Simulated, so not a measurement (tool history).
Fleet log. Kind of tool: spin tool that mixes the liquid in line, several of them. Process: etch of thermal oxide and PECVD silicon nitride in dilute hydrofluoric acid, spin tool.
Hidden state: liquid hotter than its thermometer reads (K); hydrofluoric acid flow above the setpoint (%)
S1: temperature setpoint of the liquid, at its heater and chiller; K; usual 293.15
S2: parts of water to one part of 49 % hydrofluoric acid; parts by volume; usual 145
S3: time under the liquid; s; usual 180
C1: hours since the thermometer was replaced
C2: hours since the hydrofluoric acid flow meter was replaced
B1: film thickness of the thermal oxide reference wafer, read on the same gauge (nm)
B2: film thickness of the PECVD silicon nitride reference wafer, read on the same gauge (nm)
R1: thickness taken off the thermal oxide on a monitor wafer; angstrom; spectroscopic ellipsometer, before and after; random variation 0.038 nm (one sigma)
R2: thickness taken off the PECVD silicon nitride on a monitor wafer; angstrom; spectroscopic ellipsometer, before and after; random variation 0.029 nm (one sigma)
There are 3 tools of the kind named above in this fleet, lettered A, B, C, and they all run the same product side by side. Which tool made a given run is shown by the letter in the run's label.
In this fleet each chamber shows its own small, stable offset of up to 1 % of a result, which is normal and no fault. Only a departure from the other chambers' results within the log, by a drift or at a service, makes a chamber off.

run     day      S1   S2   S3      C1      C2      B1      B2      R1      R2
 1A   0.579  293.15  145  180   517.4   672.5  140.00  80.003  48.210  33.254
 2C   1.204  293.15  145  180  1144.3   820.4  140.02  80.002  48.021  33.702
 3B   1.742  293.15  145  180   411.2  1366.4  140.02  79.987  47.938  32.961
 4A   2.125  293.15  145  180   554.5   709.6  140.02  80.013  47.954  33.126
 5B   2.462  293.15  170   85   428.5  1383.7  139.99  80.012  18.805  13.558
 6C   2.979  293.15  170   85  1186.9   863.0  140.02  79.993  18.961  13.579
 7B   3.446  293.15  170   85   452.1  1407.3  139.97  80.014  18.840  13.398
 8A   4.008  293.15  145  180   599.7   754.8  140.01  79.996  48.439  33.372
 9C   4.471  293.15  145  180  1222.7   898.8  140.00  79.992  47.883  33.501
      4.729  -- chamber C: hydrofluoric acid flow meter replaced
10A   4.767  293.15  145  180   617.9   773.0  140.02  80.002  48.728  32.852
11C   5.250  293.15  105  145  1241.4    12.5  140.04  80.004  55.655  36.927
      5.296  -- chamber A: thermometer replaced
12B   5.692  293.15  105  145   506.0  1461.2  140.01  80.004  55.706  36.690
13A   6.112  293.15  105  145    19.7   805.3  140.00  80.003  55.646  36.346
14B   6.454  293.15  145  180   524.3  1479.5  140.01  79.999  48.304  33.550
15C   6.912  293.15  145  180  1281.3    52.4  140.00  80.035  47.205  33.598
16B   7.283  293.15  100  220   544.2  1499.4  140.00  80.025  91.048  59.440
17C   7.667  293.15  100  220  1299.4    70.5  140.00  80.005  89.791  58.261
18A   7.975  293.15  100  220    64.4   850.0  140.01  79.987  89.733  57.782
19C   8.538  290.15  145  285  1320.3    91.4  140.03  80.013  67.249  42.995
20B   8.858  290.15  145  285   582.0  1537.2  140.01  80.053  67.527  43.324
21A   9.462  290.15  145  285   100.1   885.7  140.03  79.985  67.042  42.244
22C   9.967  293.15  145  180  1354.6   125.7  139.95  79.984  48.081  33.516
23B  10.458  293.15  145  180   620.4  1575.6  140.01  80.000  47.680  34.248
24A  10.846  293.15  145  180   133.3   918.9  140.01  80.009  48.166  33.267
25A  11.246  293.15  145  180   142.9   928.5  140.02  80.036  48.099  32.932
26C  11.542  293.15  145  180  1392.4   163.5  139.99  79.992  47.791  33.078
27B  11.938  293.15  145  180   655.9  1611.1  139.99  80.009  48.430  33.247
28C  12.338  293.15  145  180  1411.5   182.6  140.01  79.989  47.292  33.702
29A  12.938  293.15  145  180   183.5   969.1  139.98  79.976  47.702  32.580
30B  13.450  293.15  145  180   692.2  1647.4  139.96  80.036  48.447  34.235
31A  14.017  293.15  145  180   209.4   995.0  139.98  79.968  48.612  33.322
32C  14.321  293.15  145  180  1459.1   230.2  140.02  79.973  47.706  33.031
33B  14.767  293.15  145  180   723.8  1679.0  140.03  80.029  48.293  33.980

The same settings go to every chamber for the next run, one line per chamber below. Forecast the results for each:
34A  15.233  293.15  145  180                   ?   ?
34B  15.233  293.15  145  180                   ?   ?
34C  15.233  293.15  145  180                   ?   ?

run      R1      R2
34A  48.440  32.983
34B  48.294  33.576
34C  47.822  33.975

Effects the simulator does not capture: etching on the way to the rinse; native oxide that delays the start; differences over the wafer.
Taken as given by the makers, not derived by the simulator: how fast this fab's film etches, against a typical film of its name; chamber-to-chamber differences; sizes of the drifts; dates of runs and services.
